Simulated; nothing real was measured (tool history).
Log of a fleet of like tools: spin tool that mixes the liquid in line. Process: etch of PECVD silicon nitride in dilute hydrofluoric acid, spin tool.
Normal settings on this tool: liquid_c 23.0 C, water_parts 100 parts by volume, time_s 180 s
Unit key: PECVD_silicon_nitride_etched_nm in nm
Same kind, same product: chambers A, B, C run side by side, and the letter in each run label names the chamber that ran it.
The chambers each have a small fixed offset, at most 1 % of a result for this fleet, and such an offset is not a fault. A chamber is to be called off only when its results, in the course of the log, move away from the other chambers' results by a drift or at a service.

run     day  liquid_c  water_parts  time_s  hours since the thermometer was replaced  hours since the hydrofluoric acid flow meter was replaced  read-back film thickness of the PECVD silicon nitride reference wafer, read on the same gauge (nm)  PECVD_silicon_nitride_etched_nm
 1A   0.304      23.0          100     180                                     594.9                                                     1292.5                                                                                              119.99                           3.0947
 2B   0.712      23.0          100     180                                    1678.8                                                      295.2                                                                                              120.01                           3.0473
 3C   1.096      23.0          100     180                                     131.8                                                      872.8                                                                                              120.02                           3.0024
 4B   1.442      23.0          100     180                                    1696.3                                                      312.7                                                                                              119.99                           3.0716
 5C   1.858      24.5          100     105                                     150.1                                                      891.1                                                                                              119.98                           1.9713
      1.900  -- chamber A: thermometer replaced
 6A   2.396      24.5          100     105                                      12.0                                                     1342.7                                                                                              119.97                           1.9751
 7B   2.896      24.5          100     105                                    1731.2                                                      347.6                                                                                              120.00                           1.9430
 8A   3.321      23.0          100     180                                      34.2                                                     1364.9                                                                                              119.98                           3.0746
 9C   3.867      23.0          100     180                                     198.3                                                      939.3                                                                                              120.00                           2.9960
10B   4.129      23.0          100     180                                    1760.8                                                      377.2                                                                                              119.97                           3.0579
11C   4.583      23.0          100     180                                     215.5                                                      956.5                                                                                              120.00                           3.0657
12A   5.050      23.0          100     180                                      75.7                                                     1406.4                                                                                              119.98                           3.0778
13C   5.446      23.0          100     180                                     236.2                                                      977.2                                                                                              120.02                           3.0142
14B   5.817      23.0          100     180                                    1801.3                                                      417.7                                                                                              120.04                           2.9877
15A   6.329      23.0          100     180                                     106.4                                                     1437.1                                                                                              120.02                           3.0788
16A   6.612      23.0          100     180                                     113.2                                                     1443.9                                                                                              120.02                           3.0495
17C   7.142      23.0          100     280                                     276.9                                                     1017.9                                                                                              119.99                           4.6851
18B   7.433      23.0          100     280                                    1840.1                                                      456.5                                                                                              119.99                           4.7412
19C   7.717      23.0          100     280                                     290.7                                                     1031.7                                                                                              120.02                           4.7122
20A   8.229      23.0          100     180                                     152.0                                                     1482.7                                                                                              120.02                           3.0453
21B   8.704      23.0          100     180                                    1870.6                                                      487.0                                                                                              120.03                           3.0157
22B   9.075      23.0          100     180                                    1879.5                                                      495.9                                                                                              120.01                           3.0103
23A   9.608      23.0          100     180                                     185.1                                                     1515.8                                                                                              120.01                           3.0357
24C   9.904      23.0          100     180                                     343.2                                                     1084.2                                                                                              119.97                           3.0281
25A  10.150      23.0          100     180                                     198.1                                                     1528.8                                                                                              120.02                           3.0560
26B  10.654      23.0          100     180                                    1917.4                                                      533.8                                                                                              119.99                           3.0683
27C  10.983      23.0          100     180                                     369.1                                                     1110.1                                                                                              119.98                           2.9843
28A  11.471      23.0          100     180                                     229.8                                                     1560.5                                                                                              119.99                           3.0618
29B  11.817      23.0          100     180                                    1945.3                                                      561.7                                                                                              119.99                           3.0486
30C  12.129      23.0          100     180                                     396.6                                                     1137.6                                                                                              119.99                           3.0073
31C  12.646      23.0          100     180                                     409.0                                                     1150.0                                                                                              120.02                           3.0060
32A  13.042      26.0          100     180                                     267.5                                                     1598.2                                                                                              119.99                           3.7718
     13.212  -- chamber B: thermometer replaced
33B  13.550      26.0          100     180                                       8.1                                                      603.3                                                                                              119.99                           3.7439
34A  13.979      26.0          100     180                                     290.0                                                     1620.7                                                                                              119.99                           3.7000
35B  14.321      23.0          100     180                                      26.6                                                      621.8                                                                                              119.99                           2.9974
36C  14.879      23.0          100     180                                     462.6                                                     1203.6                                                                                              120.02                           3.0226
37A  15.342      23.0          100     180                                     322.7                                                     1653.4                                                                                              120.02                           3.0363
     15.812  -- chamber A: hydrofluoric acid flow meter replaced
38B  15.862      23.0          100     180                                      63.6                                                      658.8                                                                                              120.00                           3.0255
39C  16.421      23.0           65     135                                     499.6                                                     1240.6                                                                                              119.98                           3.5056
40C  16.700      23.0           65     135                                     506.3                                                     1247.3                                                                                              120.01                           3.4940
41B  17.225      23.0           65     135                                      96.3                                                      691.5                                                                                              120.00                           3.5565
42A  17.762      23.0          100      90                                     380.8                                                       46.8                                                                                              120.01                           1.5385
43C  18.288      23.0          100      90                                     544.4                                                     1285.4                                                                                              120.00                           1.5190

Next, all 3 chambers run the settings below, one line each with question marks for the results. What does each chamber give?
44A  18.696      27.0          100     180                                                                                                                                                                                                                                         ?
44B  18.696      27.0          100     180                                                                                                                                                                                                                                         ?
44C  18.696      27.0          100     180                                                                                                                                                                                                                                         ?

run  PECVD_silicon_nitride_etched_nm
44A                           4.0166
44B                           3.9538
44C                           3.9537

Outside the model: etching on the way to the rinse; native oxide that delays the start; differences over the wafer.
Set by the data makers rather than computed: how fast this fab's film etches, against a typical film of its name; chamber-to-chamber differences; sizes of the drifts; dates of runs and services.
